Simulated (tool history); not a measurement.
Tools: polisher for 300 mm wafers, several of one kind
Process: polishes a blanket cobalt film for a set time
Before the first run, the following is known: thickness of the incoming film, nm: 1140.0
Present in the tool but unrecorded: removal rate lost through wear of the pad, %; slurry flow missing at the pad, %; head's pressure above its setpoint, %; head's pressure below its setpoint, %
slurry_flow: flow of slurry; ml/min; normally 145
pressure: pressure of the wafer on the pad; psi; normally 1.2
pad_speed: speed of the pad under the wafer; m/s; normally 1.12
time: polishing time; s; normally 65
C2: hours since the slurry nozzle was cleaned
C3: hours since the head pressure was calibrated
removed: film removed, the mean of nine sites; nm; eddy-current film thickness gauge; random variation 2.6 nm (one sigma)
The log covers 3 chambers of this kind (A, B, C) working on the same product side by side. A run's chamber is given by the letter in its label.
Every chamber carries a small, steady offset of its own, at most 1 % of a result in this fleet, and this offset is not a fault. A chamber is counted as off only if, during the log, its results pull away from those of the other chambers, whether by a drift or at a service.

{"hour": 10.2, "done": "chamber A: head pressure recalibrated"}
{"run": "1A", "hour": 12.1, "slurry_flow": 145, "pressure": 1.2, "pad_speed": 1.12, "time": 65, "wafers polished on this pad": 809, "C2": 17.1, "C3": 1.9, "removed": 257.79}
{"run": "2B", "hour": 21.5, "slurry_flow": 145, "pressure": 1.2, "pad_speed": 1.12, "time": 65, "wafers polished on this pad": 410, "C2": 342.6, "C3": 223.6, "removed": 243.85}
{"run": "3C", "hour": 35.0, "slurry_flow": 145, "pressure": 1.2, "pad_speed": 1.12, "time": 65, "wafers polished on this pad": 567, "C2": 269, "C3": 307.2, "removed": 253.3}
{"hour": 36.5, "done": "chamber A: worn pad replaced by a new one"}
{"run": "4B", "hour": 45.8, "slurry_flow": 145, "pressure": 1.2, "pad_speed": 1.12, "time": 65, "wafers polished on this pad": 656, "C2": 366.9, "C3": 247.9, "removed": 247.55}
{"hour": 54.7, "done": "chamber B: worn pad replaced by a new one"}
{"run": "5A", "hour": 56.1, "slurry_flow": 145, "pressure": 1.2, "pad_speed": 1.12, "time": 65, "wafers polished on this pad": 199, "C2": 61.1, "C3": 45.9, "removed": 253.63}
{"run": "6C", "hour": 68.1, "slurry_flow": 145, "pressure": 1.2, "pad_speed": 1.12, "time": 65, "wafers polished on this pad": 901, "C2": 302.1, "C3": 340.3, "removed": 250.32}
{"run": "7C", "hour": 79.9, "slurry_flow": 145, "pressure": 1.2, "pad_speed": 1.12, "time": 65, "wafers polished on this pad": 1021, "C2": 313.9, "C3": 352.1, "removed": 260.57}
{"hour": 86.9, "done": "chamber C: worn pad replaced by a new one"}
{"run": "8A", "hour": 88.9, "slurry_flow": 175, "pressure": 1.2, "pad_speed": 1.12, "time": 55, "wafers polished on this pad": 530, "C2": 93.9, "C3": 78.7, "removed": 221.75}
{"run": "9B", "hour": 96.2, "slurry_flow": 175, "pressure": 1.2, "pad_speed": 1.12, "time": 55, "wafers polished on this pad": 420, "C2": 417.3, "C3": 298.3, "removed": 217.44}
{"run": "10C", "hour": 104.8, "slurry_flow": 175, "pressure": 1.2, "pad_speed": 1.12, "time": 55, "wafers polished on this pad": 181, "C2": 338.8, "C3": 377, "removed": 223.77}
{"run": "11A", "hour": 119.4, "slurry_flow": 145, "pressure": 1.4, "pad_speed": 1.52, "time": 65, "wafers polished on this pad": 839, "C2": 124.4, "C3": 109.2, "removed": 407.01}
{"run": "12B", "hour": 129.1, "slurry_flow": 145, "pressure": 1.4, "pad_speed": 1.52, "time": 65, "wafers polished on this pad": 753, "C2": 450.2, "C3": 331.2, "removed": 387.54}
{"run": "13B", "hour": 140.0, "slurry_flow": 145, "pressure": 1.4, "pad_speed": 1.52, "time": 65, "wafers polished on this pad": 863, "C2": 461.1, "C3": 342.1, "removed": 392.13}
{"run": "14A", "hour": 147.0, "slurry_flow": 145, "pressure": 1.2, "pad_speed": 1.12, "time": 65, "wafers polished on this pad": 1118, "C2": 152, "C3": 136.8, "removed": 255.18}
{"hour": 153.3, "done": "chamber B: worn pad replaced by a new one"}
{"run": "15C", "hour": 153.8, "slurry_flow": 145, "pressure": 1.2, "pad_speed": 1.12, "time": 65, "wafers polished on this pad": 676, "C2": 387.8, "C3": 426, "removed": 269.22}
{"hour": 154.0, "done": "chamber A: worn pad replaced by a new one"}
{"run": "16B", "hour": 169.0, "slurry_flow": 145, "pressure": 1.2, "pad_speed": 1.12, "time": 65, "wafers polished on this pad": 159, "C2": 490.1, "C3": 371.1, "removed": 246.92}
{"run": "17A", "hour": 182.2, "slurry_flow": 145, "pressure": 1.2, "pad_speed": 1.12, "time": 65, "wafers polished on this pad": 285, "C2": 187.2, "C3": 172, "removed": 255.12}
{"hour": 183.4, "done": "chamber C: worn pad replaced by a new one"}
{"run": "18C", "hour": 192.1, "slurry_flow": 145, "pressure": 1.2, "pad_speed": 1.12, "time": 65, "wafers polished on this pad": 88, "C2": 426.1, "C3": 464.3, "removed": 266.64}
{"run": "19A", "hour": 201.7, "slurry_flow": 145, "pressure": 1.2, "pad_speed": 1.12, "time": 65, "wafers polished on this pad": 482, "C2": 206.7, "C3": 191.5, "removed": 254.87}
{"run": "20C", "hour": 216.6, "slurry_flow": 145, "pressure": 1.2, "pad_speed": 1.12, "time": 65, "wafers polished on this pad": 335, "C2": 450.6, "C3": 488.8, "removed": 271.39}

Next, all 3 chambers run the settings below, one line each with question marks for the results. What does each chamber give?
{"run": "21A", "hour": 227.6, "slurry_flow": 145, "pressure": 1.2, "pad_speed": 1.12, "time": 53, "removed": "?"}
{"run": "21B", "hour": 227.6, "slurry_flow": 145, "pressure": 1.2, "pad_speed": 1.12, "time": 53, "removed": "?"}
{"run": "21C", "hour": 227.6, "slurry_flow": 145, "pressure": 1.2, "pad_speed": 1.12, "time": 53, "removed": "?"}

run=21A removed=210.05
run=21B removed=205.48
run=21C removed=221.3

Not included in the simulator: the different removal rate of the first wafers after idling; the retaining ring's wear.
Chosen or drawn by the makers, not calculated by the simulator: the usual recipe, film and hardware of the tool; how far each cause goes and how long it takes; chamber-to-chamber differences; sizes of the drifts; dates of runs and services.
